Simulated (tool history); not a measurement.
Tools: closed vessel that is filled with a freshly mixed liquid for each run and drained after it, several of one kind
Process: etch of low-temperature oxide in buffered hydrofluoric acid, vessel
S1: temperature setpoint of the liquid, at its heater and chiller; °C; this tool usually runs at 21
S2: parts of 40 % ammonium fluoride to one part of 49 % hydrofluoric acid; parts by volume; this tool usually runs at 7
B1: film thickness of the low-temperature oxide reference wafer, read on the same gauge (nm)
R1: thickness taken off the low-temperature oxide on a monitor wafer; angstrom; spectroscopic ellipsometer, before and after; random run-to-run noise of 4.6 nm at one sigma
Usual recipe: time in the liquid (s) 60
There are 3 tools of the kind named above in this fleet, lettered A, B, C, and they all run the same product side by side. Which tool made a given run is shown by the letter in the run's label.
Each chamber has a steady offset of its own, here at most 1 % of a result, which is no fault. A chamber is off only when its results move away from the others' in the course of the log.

{"run": "1B", "hour": 5.9, "S1": 21, "S2": 7, "time in the liquid (s)": 60, "B1": 139.96, "R1": 4725.8}
{"run": "2A", "hour": 9.3, "S1": 21, "S2": 7, "time in the liquid (s)": 60, "B1": 139.99, "R1": 4724.8}
{"run": "3C", "hour": 12.0, "S1": 21, "S2": 7, "time in the liquid (s)": 60, "B1": 140, "R1": 4728.2}
{"run": "4A", "hour": 17.2, "S1": 21, "S2": 7, "time in the liquid (s)": 60, "B1": 140, "R1": 4802}
{"run": "5B", "hour": 21.4, "S1": 21, "S2": 7, "time in the liquid (s)": 60, "B1": 139.99, "R1": 4779.2}
{"run": "6C", "hour": 25.7, "S1": 21, "S2": 7, "time in the liquid (s)": 60, "B1": 140.01, "R1": 4743.3}
{"run": "7A", "hour": 28.4, "S1": 21, "S2": 7, "time in the liquid (s)": 60, "B1": 140, "R1": 4739.2}
{"run": "8B", "hour": 33.6, "S1": 21, "S2": 7, "time in the liquid (s)": 60, "B1": 140.02, "R1": 4689.1}
{"run": "9C", "hour": 36.7, "S1": 21, "S2": 7, "time in the liquid (s)": 60, "B1": 140.05, "R1": 4778.7}
{"run": "10C", "hour": 41.7, "S1": 25, "S2": 7, "time in the liquid (s)": 60, "B1": 140.01, "R1": 6055.3}
{"run": "11A", "hour": 46.4, "S1": 25, "S2": 7, "time in the liquid (s)": 60, "B1": 140.02, "R1": 6010.5}
{"run": "12B", "hour": 49.1, "S1": 25, "S2": 7, "time in the liquid (s)": 60, "B1": 140, "R1": 6003.8}
{"run": "13B", "hour": 53.9, "S1": 21, "S2": 7, "time in the liquid (s)": 60, "B1": 139.97, "R1": 4658}
{"run": "14C", "hour": 59.1, "S1": 21, "S2": 7, "time in the liquid (s)": 60, "B1": 140.01, "R1": 4900.5}
{"run": "15A", "hour": 63.9, "S1": 21, "S2": 7, "time in the liquid (s)": 60, "B1": 139.98, "R1": 4788.1}
{"run": "16C", "hour": 66.7, "S1": 21, "S2": 7, "time in the liquid (s)": 60, "B1": 139.99, "R1": 4880.5}
{"run": "17B", "hour": 71.4, "S1": 21, "S2": 7, "time in the liquid (s)": 60, "B1": 139.98, "R1": 4794.5}
{"run": "18A", "hour": 75.8, "S1": 21, "S2": 9, "time in the liquid (s)": 90, "B1": 140.01, "R1": 5491.6}
{"run": "19A", "hour": 81.4, "S1": 21, "S2": 9, "time in the liquid (s)": 90, "B1": 139.99, "R1": 5457.5}
{"run": "20B", "hour": 84.6, "S1": 21, "S2": 9, "time in the liquid (s)": 90, "B1": 139.97, "R1": 5473.6}
{"hour": 88.6, "done": "chamber A: hydrofluoric acid flow meter replaced"}
{"run": "21C", "hour": 90.3, "S1": 21, "S2": 7, "time in the liquid (s)": 60, "B1": 140.02, "R1": 4973.6}
{"run": "22B", "hour": 95.5, "S1": 21, "S2": 7, "time in the liquid (s)": 60, "B1": 139.99, "R1": 4770.6}
{"run": "23A", "hour": 101.2, "S1": 21, "S2": 7, "time in the liquid (s)": 95, "B1": 140.01, "R1": 7470.5}
{"run": "24C", "hour": 106.8, "S1": 21, "S2": 7, "time in the liquid (s)": 95, "B1": 140.01, "R1": 7978.5}
{"run": "25C", "hour": 110.2, "S1": 21, "S2": 7, "time in the liquid (s)": 95, "B1": 140, "R1": 8041.5}
{"run": "26A", "hour": 114.2, "S1": 21, "S2": 8, "time in the liquid (s)": 60, "B1": 139.99, "R1": 4162.6}
{"run": "27B", "hour": 118.4, "S1": 21, "S2": 8, "time in the liquid (s)": 60, "B1": 139.99, "R1": 4156.2}
{"run": "28C", "hour": 122.9, "S1": 21, "S2": 8, "time in the liquid (s)": 60, "B1": 140.01, "R1": 4564.2}
{"run": "29A", "hour": 127.9, "S1": 21, "S2": 7, "time in the liquid (s)": 60, "B1": 139.98, "R1": 4801}

Does one chamber stand apart from the rest, does the shared gauge drift, or is all well apart from small per-chamber offsets? Give the chamber and the most likely cause, where there is one.

It is chamber C that slowly wanders off from its peers.
What lies behind it: liquid hotter than its thermometer reads (K) = 1.65.
The log may not tell that from: hydrofluoric acid flow above the setpoint (%).

Here are 4 candidates for chamber C's next run, each the usual settings with a change, their results left as question marks. Which one brings its results back in line with what the others give on the usual settings?
In-line tolerance around the mean of the other chambers on the usual settings: R1 160 angstrom
{"run": "30C-1", "hour": 132.3, "S1": 19.5, "S2": 7, "time in the liquid (s)": 60, "R1": "?"}
{"run": "30C-2", "hour": 132.3, "S1": 20.5, "S2": 7, "time in the liquid (s)": 60, "R1": "?"}
{"run": "30C-3", "hour": 132.3, "S1": 21.5, "S2": 7, "time in the liquid (s)": 60, "R1": "?"}
{"run": "30C-4", "hour": 132.3, "S1": 21, "S2": 7, "time in the liquid (s)": 65, "R1": "?"}

Other chambers, usual settings, mean: R1 4776 angstrom
run=30C-1 R1=4813
run=30C-2 R1=5086.7
run=30C-3 R1=5373.9
run=30C-4 R1=5664.3
30C-1 is the one that brings the chamber's results back in line with the other chambers.
